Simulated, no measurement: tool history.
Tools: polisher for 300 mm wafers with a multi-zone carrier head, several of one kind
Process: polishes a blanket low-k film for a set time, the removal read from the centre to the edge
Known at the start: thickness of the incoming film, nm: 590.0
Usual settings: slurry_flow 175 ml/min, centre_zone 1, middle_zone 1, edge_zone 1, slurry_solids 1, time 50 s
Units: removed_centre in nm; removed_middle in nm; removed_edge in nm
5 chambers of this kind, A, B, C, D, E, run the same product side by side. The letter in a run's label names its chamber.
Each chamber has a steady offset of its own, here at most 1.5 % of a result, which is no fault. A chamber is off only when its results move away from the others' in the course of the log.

run,day,slurry_flow,centre_zone,middle_zone,edge_zone,slurry_solids,time,removed_centre,removed_middle,removed_edge
1A,0.4,175,1,1,1,1,50,13.713,13.527,13.55
2D,0.688,175,1,1,1,1,50,13.722,13.53,13.399
3C,1.112,175,1,1,1,1,50,13.385,13.874,13.414
# day 1.342: chamber A: slurry nozzle cleaned
4B,1.504,175,1,1,1,1,50,13.724,13.332,13.424
5E,1.871,175,1,1,1,1,50,13.801,13.553,13.438
# day 2.246: chamber B: worn pad replaced by a new one
6B,2.317,175,1,1,1,1,50,13.627,13.359,13.486
7A,2.638,175,1,1,1,1,50,13.521,13.438,13.308
# day 2.717: chamber A: edge zone pressure recalibrated
# day 2.908: chamber E: worn pad replaced by a new one
8E,2.958,175,1,1,1,1,50,13.754,13.756,13.248
9C,3.212,175,1,1,1,1,50,13.498,13.69,13.378
# day 3.471: chamber C: worn pad replaced by a new one
10D,3.617,175,1,1,1,1,50,13.327,13.336,13.387
11E,4.046,175,1,1,1,1,50,13.643,13.286,13.448
# day 4.342: chamber B: slurry nozzle cleaned
12A,4.367,175,1,1,1,1,50,13.578,13.443,13.559
13C,4.662,175,1,1,1,1,50,13.615,13.703,13.344
14D,4.908,175,1,1.05,1,1,50,13.408,13.864,13.443
15B,5.3,175,1,1.05,1,1,50,13.67,13.803,13.448
# day 5.325: chamber E: slurry nozzle cleaned
16A,5.504,175,1,1.05,1,1,50,13.463,14.129,13.506
17B,5.754,175,1,1.05,1,1,50,13.607,14.087,13.473
# day 5.962: chamber D: worn pad replaced by a new one
# day 6.012: chamber B: worn pad replaced by a new one
18E,6.125,175,1,1.05,1,1,50,13.735,14.016,13.362
# day 6.179: chamber D: slurry nozzle cleaned
19C,6.388,175,1,1,1,1,50,13.44,13.601,13.433
20D,6.675,175,1,1,1,1,50,13.549,13.446,13.584
21C,7.054,175,1,1,1,1,50,13.394,13.53,13.319
# day 7.192: chamber B: centre zone pressure recalibrated
22B,7.25,175,1,1,1,1,50,13.393,13.494,13.609
# day 7.446: chamber A: worn pad replaced by a new one
# day 7.479: chamber D: edge zone pressure recalibrated
23D,7.638,175,1,1,1.1,1.3,50,15.056,15.033,15.772
# day 7.721: chamber E: worn pad replaced by a new one
24E,8.021,175,1,1,1.1,1.3,50,15.287,15.52,15.766
25A,8.229,175,1,1,1.1,1.3,50,14.621,15.305,15.804
26E,8.508,175,1,1,1.1,1.3,50,15.22,15.446,16.017
27C,8.942,175,1,1,1.1,1.3,50,15.023,15.388,15.837
28D,9.15,175,1,1,1.1,1,50,13.382,13.89,14.088
29A,9.358,175,1,1,1.1,1,50,13.396,13.607,14.206
30B,9.7,175,1,1,1.1,1,50,13.482,13.905,14.143
31E,9.942,175,1,1,1.1,1,50,13.764,13.838,14.137

Next, every chamber runs the same settings. What will each give?
32A,10.258,175,1,1,1,1,50,?,?,?
32B,10.258,175,1,1,1,1,50,?,?,?
32C,10.258,175,1,1,1,1,50,?,?,?
32D,10.258,175,1,1,1,1,50,?,?,?
32E,10.258,175,1,1,1,1,50,?,?,?

run,removed_centre,removed_middle,removed_edge
32A,13.386,13.4,13.519
32B,13.557,13.262,13.574
32C,13.274,13.508,13.63
32D,13.418,13.209,13.458
32E,13.616,13.484,13.474

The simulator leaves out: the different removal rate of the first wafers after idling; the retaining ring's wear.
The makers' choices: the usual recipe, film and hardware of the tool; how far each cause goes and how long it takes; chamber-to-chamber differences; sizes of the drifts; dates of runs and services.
